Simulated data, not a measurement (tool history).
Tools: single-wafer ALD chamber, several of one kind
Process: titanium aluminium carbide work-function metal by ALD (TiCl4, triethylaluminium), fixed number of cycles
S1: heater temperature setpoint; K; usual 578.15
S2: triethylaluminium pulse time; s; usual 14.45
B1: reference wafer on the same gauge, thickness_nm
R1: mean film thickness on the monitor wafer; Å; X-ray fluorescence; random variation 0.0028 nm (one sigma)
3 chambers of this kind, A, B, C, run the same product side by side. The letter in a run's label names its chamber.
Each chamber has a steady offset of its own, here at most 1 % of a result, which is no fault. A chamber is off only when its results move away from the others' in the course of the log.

run,day,S1,S2,B1,R1
1B,0.183,578.15,14.45,2.3394,21.045
2C,0.283,578.15,14.45,2.3396,21.170
3A,0.408,578.15,14.45,2.3385,20.865
4C,0.500,578.15,14.45,2.3394,21.193
5B,0.646,578.15,14.45,2.3377,21.018
6A,0.746,578.15,14.45,2.3385,20.865
# day 0.817: chamber C: thermocouple changed; heater temperature recalibrated
7B,0.846,578.15,14.45,2.3381,20.972
8A,0.983,578.15,14.45,2.3375,20.839
9C,1.138,578.15,14.45,2.3376,21.152
10C,1.262,578.15,14.45,2.3371,21.209
11B,1.354,578.15,14.45,2.3363,20.952
12A,1.512,569.15,16.49,2.3365,20.165
13B,1.612,569.15,16.49,2.3353,20.290
14A,1.717,569.15,16.49,2.3348,20.109
15C,1.800,578.15,10.98,2.3360,20.784
16C,1.912,578.15,10.98,2.3358,20.769
17B,2.100,578.15,10.98,2.3346,20.598
18A,2.208,567.15,14.45,2.3336,19.840
19C,2.367,567.15,14.45,2.3340,20.160
20B,2.458,567.15,14.45,2.3341,20.034
21A,2.612,578.15,19.47,2.3338,20.983
22B,2.754,578.15,19.47,2.3328,21.055
23C,2.862,578.15,19.47,2.3328,21.209
24A,3.008,578.15,14.45,2.3325,20.827
25C,3.092,578.15,14.45,2.3318,21.101
26A,3.233,578.15,14.45,2.3317,20.825
27B,3.408,578.15,14.45,2.3308,20.968
28C,3.504,578.15,14.45,2.3306,21.035
29A,3.683,578.15,14.45,2.3305,20.804
30B,3.825,568.15,14.45,2.3304,20.053
31A,3.933,568.15,14.45,2.3293,19.894
32C,4.100,568.15,14.45,2.3291,20.242
33B,4.238,578.15,14.45,2.3294,20.905
34C,4.367,578.15,14.45,2.3285,21.080
35A,4.533,578.15,14.45,2.3283,20.831
36B,4.658,578.15,14.45,2.3283,20.889
37C,4.829,578.15,14.45,2.3270,21.065

Next, every chamber runs the same settings. What will each give?
38A,4.962,578.15,14.45,,?
38B,4.962,578.15,14.45,,?
38C,4.962,578.15,14.45,,?

run,R1
38A,20.778
38B,20.928
38C,21.053
